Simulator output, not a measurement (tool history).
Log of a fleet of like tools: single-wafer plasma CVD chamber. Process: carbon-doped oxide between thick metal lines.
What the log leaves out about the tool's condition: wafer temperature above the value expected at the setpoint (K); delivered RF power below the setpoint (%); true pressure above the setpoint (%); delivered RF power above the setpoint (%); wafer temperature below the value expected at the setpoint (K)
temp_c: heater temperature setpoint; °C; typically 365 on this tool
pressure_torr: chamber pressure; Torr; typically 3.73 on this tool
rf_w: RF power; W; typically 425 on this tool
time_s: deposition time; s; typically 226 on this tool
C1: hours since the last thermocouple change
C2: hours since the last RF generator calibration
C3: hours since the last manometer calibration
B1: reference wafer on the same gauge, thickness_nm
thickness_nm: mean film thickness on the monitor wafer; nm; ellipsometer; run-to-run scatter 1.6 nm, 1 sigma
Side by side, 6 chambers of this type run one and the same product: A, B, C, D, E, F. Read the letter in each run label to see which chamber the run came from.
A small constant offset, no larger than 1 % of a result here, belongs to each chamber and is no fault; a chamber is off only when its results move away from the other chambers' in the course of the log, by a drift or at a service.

Run 1D, day 0.379: usual settings; C1 452.4; C2 820.7; C3 896.9; B1 832.78. Result: thickness_nm 942.63 nm.
Run 2B, day 0.812: usual settings; C1 839; C2 1102.2; C3 3171.5; B1 832.42. Result: thickness_nm 947.84 nm.
Run 3C, day 1.121: usual settings; C1 448.4; C2 818.4; C3 879.2; B1 832.88. Result: thickness_nm 946.26 nm.
At day 1.588: chamber B: capacitance manometer re-zeroed and calibrated.
Run 4F, day 1.596: usual settings; C1 388; C2 1677.9; C3 905.7; B1 832.41. Result: thickness_nm 944.12 nm.
Run 5A, day 2.071: usual settings; C1 562.1; C2 1122.5; C3 798.5; B1 831.74. Result: thickness_nm 945.84 nm.
Run 6E, day 2.517: usual settings; C1 966.7; C2 272.2; C3 1773.5; B1 832.1. Result: thickness_nm 944.21 nm.
Run 7D, day 2.825: usual settings; C1 511.1; C2 879.4; C3 955.6; B1 831.82. Result: thickness_nm 939.01 nm.
At day 2.892: chamber A: RF generator calibrated.
At day 3.05: chamber B: RF generator calibrated.
Run 8B, day 3.188: usual settings; C1 896; C2 3.4; C3 38.5; B1 832.15. Result: thickness_nm 949.63 nm.
Run 9F, day 3.483: usual settings; C1 433.3; C2 1723.2; C3 951; B1 831.67. Result: thickness_nm 940.64 nm.
Run 10E, day 3.792: usual settings; C1 997.3; C2 302.8; C3 1804.1; B1 831.2. Result: thickness_nm 947.55 nm.
Run 11C, day 4.071: usual settings; C1 519.2; C2 889.2; C3 950; B1 831.65. Result: thickness_nm 945.29 nm.
Run 12A, day 4.433: usual settings; C1 618.8; C2 37.1; C3 855.2; B1 831.49. Result: thickness_nm 947.78 nm.
Run 13C, day 4.792: usual settings but temp_c 371 °C; C1 536.5; C2 906.5; C3 967.3; B1 831. Result: thickness_nm 932.64 nm.
Run 14B, day 5.167: usual settings but temp_c 371 °C; C1 943.5; C2 50.9; C3 86; B1 831.19. Result: thickness_nm 938.68 nm.
Run 15A, day 5.475: usual settings but temp_c 371 °C; C1 643.8; C2 62.1; C3 880.2; B1 830.71. Result: thickness_nm 932.85 nm.
Run 16D, day 5.9: usual settings but temp_c 371 °C; C1 584.9; C2 953.2; C3 1029.4; B1 830.7. Result: thickness_nm 927.03 nm.
Run 17F, day 6.358: usual settings but temp_c 371 °C; C1 502.3; C2 1792.2; C3 1020; B1 830.5. Result: thickness_nm 928.69 nm.
Run 18E, day 6.775: usual settings but temp_c 371 °C; C1 1068.9; C2 374.4; C3 1875.7; B1 830.16. Result: thickness_nm 931.05 nm.
Run 19F, day 7.117: usual settings; C1 520.5; C2 1810.4; C3 1038.2; B1 830.21. Result: thickness_nm 940.5 nm.
Run 20C, day 7.442: usual settings; C1 600.1; C2 970.1; C3 1030.9; B1 829.63. Result: thickness_nm 946.01 nm.
Run 21B, day 7.733: usual settings but pressure_torr 3.22 Torr, rf_w 480 W; C1 1005.1; C2 112.5; C3 147.6; B1 830.09. Result: thickness_nm 1011.8 nm.
Run 22A, day 7.95: usual settings but pressure_torr 3.22 Torr, rf_w 480 W; C1 703.2; C2 121.5; C3 939.6; B1 829.42. Result: thickness_nm 1008.2 nm.
Run 23D, day 8.362: usual settings but pressure_torr 3.22 Torr, rf_w 480 W; C1 644; C2 1012.3; C3 1088.5; B1 829.82. Result: thickness_nm 1001.1 nm.
Run 24E, day 8.629: usual settings but pressure_torr 3.22 Torr, rf_w 480 W; C1 1113.4; C2 418.9; C3 1920.2; B1 829.48. Result: thickness_nm 1004.5 nm.
Run 25B, day 9.088: usual settings but pressure_torr 3.22 Torr, rf_w 480 W; C1 1037.6; C2 145; C3 180.1; B1 829.02. Result: thickness_nm 1008.9 nm.
Run 26D, day 9.483: usual settings but pressure_torr 3.22 Torr, rf_w 480 W; C1 670.9; C2 1039.2; C3 1115.4; B1 829.37. Result: thickness_nm 1004 nm.
Run 27A, day 9.729: usual settings; C1 745.9; C2 164.2; C3 982.3; B1 828.74. Result: thickness_nm 948.78 nm.
Run 28E, day 9.946: usual settings; C1 1145; C2 450.5; C3 1951.8; B1 828.97. Result: thickness_nm 941.03 nm.
Run 29C, day 10.212: usual settings; C1 666.6; C2 1036.6; C3 1097.4; B1 829.38. Result: thickness_nm 940.99 nm.
At day 10.342: chamber F: capacitance manometer re-zeroed and calibrated.
Run 30F, day 10.421: usual settings; C1 599.8; C2 1889.7; C3 1.9; B1 828.7. Result: thickness_nm 937.65 nm.
Run 31D, day 10.754: usual settings; C1 701.4; C2 1069.7; C3 1145.9; B1 828.64. Result: thickness_nm 936.98 nm.
Run 32A, day 11.167: usual settings; C1 780.4; C2 198.7; C3 1016.8; B1 828.44. Result: thickness_nm 943.29 nm.
Run 33B, day 11.583: usual settings; C1 1097.5; C2 204.9; C3 240; B1 828.35. Result: thickness_nm 944.87 nm.
At day 11.75: chamber C: RF generator calibrated.
Run 34E, day 11.925: usual settings but temp_c 352 °C, rf_w 465 W; C1 1192.5; C2 498; C3 1999.3; B1 828.3. Result: thickness_nm 1027.8 nm.
Run 35F, day 12.396: usual settings but temp_c 352 °C, rf_w 465 W; C1 647.2; C2 1937.1; C3 49.3; B1 828.04. Result: thickness_nm 1028.4 nm.
Run 36C, day 12.629: usual settings but temp_c 352 °C, rf_w 465 W; C1 724.6; C2 21.2; C3 1155.4; B1 827.84. Result: thickness_nm 1036 nm.
Run 37E, day 12.871: usual settings but temp_c 352 °C, rf_w 465 W; C1 1215.2; C2 520.7; C3 2022; B1 827.72. Result: thickness_nm 1034.3 nm.
Run 38F, day 13.154: usual settings but temp_c 352 °C, rf_w 465 W; C1 665.4; C2 1955.3; C3 67.5; B1 827.77. Result: thickness_nm 1029.4 nm.
Run 39A, day 13.554: usual settings but temp_c 352 °C, rf_w 465 W; C1 837.7; C2 256; C3 1074.1; B1 827.59. Result: thickness_nm 1034.7 nm.
Run 40B, day 13.929: usual settings; C1 1153.8; C2 261.2; C3 296.3; B1 827.66. Result: thickness_nm 945.76 nm.
Run 41D, day 14.396: usual settings; C1 788.8; C2 1157.1; C3 1233.3; B1 827.14. Result: thickness_nm 932.44 nm.

For the next run the whole fleet of 6 chambers uses the same settings. Give each chamber's results:
Run 42A, day 14.738: usual settings but rf_w 485 W. Result: thickness_nm ?.
Run 42B, day 14.738: usual settings but rf_w 485 W. Result: thickness_nm ?.
Run 42C, day 14.738: usual settings but rf_w 485 W. Result: thickness_nm ?.
Run 42D, day 14.738: usual settings but rf_w 485 W. Result: thickness_nm ?.
Run 42E, day 14.738: usual settings but rf_w 485 W. Result: thickness_nm ?.
Run 42F, day 14.738: usual settings but rf_w 485 W. Result: thickness_nm ?.

run  thickness_nm
42A        1034.3
42B        1033.3
42C        1028.3
42D        1022.4
42E        1029.8
42F        1025.1

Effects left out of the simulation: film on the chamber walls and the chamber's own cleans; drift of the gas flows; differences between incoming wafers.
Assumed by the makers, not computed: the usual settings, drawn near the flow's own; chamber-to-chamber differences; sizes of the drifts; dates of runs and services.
